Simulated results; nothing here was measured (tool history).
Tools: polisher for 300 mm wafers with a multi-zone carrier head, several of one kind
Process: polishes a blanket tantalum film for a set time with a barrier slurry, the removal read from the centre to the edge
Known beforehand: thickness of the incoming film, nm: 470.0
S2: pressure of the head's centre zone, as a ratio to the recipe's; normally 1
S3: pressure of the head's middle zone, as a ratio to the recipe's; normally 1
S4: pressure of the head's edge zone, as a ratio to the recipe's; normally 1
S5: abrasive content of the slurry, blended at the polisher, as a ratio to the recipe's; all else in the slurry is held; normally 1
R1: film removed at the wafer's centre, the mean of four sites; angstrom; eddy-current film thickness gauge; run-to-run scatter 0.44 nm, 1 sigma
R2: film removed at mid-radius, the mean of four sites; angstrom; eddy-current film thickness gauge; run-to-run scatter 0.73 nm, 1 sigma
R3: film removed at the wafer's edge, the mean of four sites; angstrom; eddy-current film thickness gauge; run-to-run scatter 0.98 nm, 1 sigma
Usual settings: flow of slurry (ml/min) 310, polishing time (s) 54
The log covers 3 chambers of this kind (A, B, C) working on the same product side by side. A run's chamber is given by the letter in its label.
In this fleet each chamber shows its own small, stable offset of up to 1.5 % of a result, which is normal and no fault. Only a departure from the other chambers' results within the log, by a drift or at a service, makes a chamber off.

{"run": "1C", "hour": 6.9, "flow of slurry (ml/min)": 310, "S2": 1, "S3": 1, "S4": 1, "S5": 1, "polishing time (s)": 54, "R1": 684.03, "R2": 691, "R3": 716.51}
{"hour": 12.1, "done": "chamber B: worn pad replaced by a new one"}
{"hour": 12.8, "done": "chamber C: worn pad replaced by a new one"}
{"run": "2A", "hour": 13.0, "flow of slurry (ml/min)": 310, "S2": 1, "S3": 1, "S4": 1, "S5": 1, "polishing time (s)": 54, "R1": 691.08, "R2": 671.74, "R3": 672.15}
{"run": "3B", "hour": 23.4, "flow of slurry (ml/min)": 310, "S2": 1, "S3": 1, "S4": 1, "S5": 1, "polishing time (s)": 54, "R1": 691.15, "R2": 691.16, "R3": 695.91}
{"run": "4C", "hour": 31.5, "flow of slurry (ml/min)": 310, "S2": 1, "S3": 1, "S4": 1, "S5": 1, "polishing time (s)": 54, "R1": 682.65, "R2": 672.5, "R3": 696.8}
{"run": "5A", "hour": 36.7, "flow of slurry (ml/min)": 310, "S2": 0.91, "S3": 1, "S4": 1, "S5": 1, "polishing time (s)": 54, "R1": 618.16, "R2": 691.62, "R3": 696.92}
{"run": "6B", "hour": 45.4, "flow of slurry (ml/min)": 310, "S2": 0.91, "S3": 1, "S4": 1, "S5": 1, "polishing time (s)": 54, "R1": 617.26, "R2": 690.81, "R3": 693.64}
{"run": "7C", "hour": 51.1, "flow of slurry (ml/min)": 310, "S2": 0.91, "S3": 1, "S4": 1, "S5": 1, "polishing time (s)": 54, "R1": 624.95, "R2": 699.03, "R3": 700.3}
{"run": "8A", "hour": 60.5, "flow of slurry (ml/min)": 310, "S2": 1, "S3": 1, "S4": 1, "S5": 1, "polishing time (s)": 54, "R1": 692.61, "R2": 679, "R3": 705.55}
{"hour": 60.6, "done": "chamber B: slurry nozzle cleaned"}
{"hour": 62.4, "done": "chamber A: worn pad replaced by a new one"}
{"run": "9B", "hour": 70.4, "flow of slurry (ml/min)": 310, "S2": 1, "S3": 1, "S4": 1, "S5": 1, "polishing time (s)": 54, "R1": 689.64, "R2": 698.68, "R3": 692}
{"run": "10B", "hour": 81.0, "flow of slurry (ml/min)": 310, "S2": 1, "S3": 1, "S4": 1, "S5": 1, "polishing time (s)": 54, "R1": 682.92, "R2": 689.04, "R3": 697.61}
{"run": "11A", "hour": 90.2, "flow of slurry (ml/min)": 310, "S2": 1, "S3": 1, "S4": 1, "S5": 1, "polishing time (s)": 54, "R1": 691.21, "R2": 688.15, "R3": 692.21}
{"hour": 91.6, "done": "chamber C: worn pad replaced by a new one"}
{"run": "12C", "hour": 99.2, "flow of slurry (ml/min)": 310, "S2": 0.91, "S3": 1, "S4": 1, "S5": 1, "polishing time (s)": 54, "R1": 621.71, "R2": 668.81, "R3": 700.15}
{"run": "13B", "hour": 105.7, "flow of slurry (ml/min)": 310, "S2": 0.91, "S3": 1, "S4": 1, "S5": 1, "polishing time (s)": 54, "R1": 623.16, "R2": 689.78, "R3": 672.42}
{"run": "14A", "hour": 116.2, "flow of slurry (ml/min)": 310, "S2": 0.91, "S3": 1, "S4": 1, "S5": 1, "polishing time (s)": 54, "R1": 619.92, "R2": 689.56, "R3": 680.67}
{"hour": 117.7, "done": "chamber B: worn pad replaced by a new one"}
{"run": "15C", "hour": 122.8, "flow of slurry (ml/min)": 310, "S2": 1, "S3": 1, "S4": 1, "S5": 1, "polishing time (s)": 54, "R1": 687.79, "R2": 684.66, "R3": 694.12}
{"run": "16B", "hour": 129.9, "flow of slurry (ml/min)": 310, "S2": 1, "S3": 1, "S4": 1, "S5": 1, "polishing time (s)": 54, "R1": 680.91, "R2": 678.31, "R3": 674.15}
{"run": "17A", "hour": 137.6, "flow of slurry (ml/min)": 310, "S2": 1, "S3": 1, "S4": 1, "S5": 1, "polishing time (s)": 54, "R1": 685.36, "R2": 685.41, "R3": 684.89}
{"run": "18C", "hour": 142.9, "flow of slurry (ml/min)": 310, "S2": 1, "S3": 1, "S4": 1, "S5": 1, "polishing time (s)": 54, "R1": 683.4, "R2": 688.66, "R3": 688.76}
{"run": "19C", "hour": 151.1, "flow of slurry (ml/min)": 310, "S2": 1, "S3": 1, "S4": 1, "S5": 1, "polishing time (s)": 63, "R1": 801.39, "R2": 792.51, "R3": 803.34}
{"run": "20B", "hour": 157.4, "flow of slurry (ml/min)": 310, "S2": 1, "S3": 1, "S4": 1, "S5": 1, "polishing time (s)": 63, "R1": 798.21, "R2": 813.32, "R3": 814.58}
{"run": "21A", "hour": 165.0, "flow of slurry (ml/min)": 310, "S2": 1, "S3": 1, "S4": 1, "S5": 1, "polishing time (s)": 63, "R1": 816.62, "R2": 796.3, "R3": 800.18}
{"run": "22B", "hour": 171.3, "flow of slurry (ml/min)": 310, "S2": 1, "S3": 1, "S4": 1, "S5": 1, "polishing time (s)": 54, "R1": 687.83, "R2": 694.1, "R3": 675.9}
{"run": "23C", "hour": 177.7, "flow of slurry (ml/min)": 310, "S2": 1, "S3": 1, "S4": 1, "S5": 1, "polishing time (s)": 54, "R1": 685.13, "R2": 683.66, "R3": 681.38}

The same settings go to every chamber for the next run, one line per chamber below. Forecast the results for each:
{"run": "24A", "hour": 185.8, "flow of slurry (ml/min)": 310, "S2": 1, "S3": 1, "S4": 1.04, "S5": 1, "polishing time (s)": 54, "R1": "?", "R2": "?", "R3": "?"}
{"run": "24B", "hour": 185.8, "flow of slurry (ml/min)": 310, "S2": 1, "S3": 1, "S4": 1.04, "S5": 1, "polishing time (s)": 54, "R1": "?", "R2": "?", "R3": "?"}
{"run": "24C", "hour": 185.8, "flow of slurry (ml/min)": 310, "S2": 1, "S3": 1, "S4": 1.04, "S5": 1, "polishing time (s)": 54, "R1": "?", "R2": "?", "R3": "?"}

run=24A R1=693.08 R2=689.14 R3=704.72
run=24B R1=684.13 R2=682.72 R3=704.16
run=24C R1=687.42 R2=689.33 R3=700.58
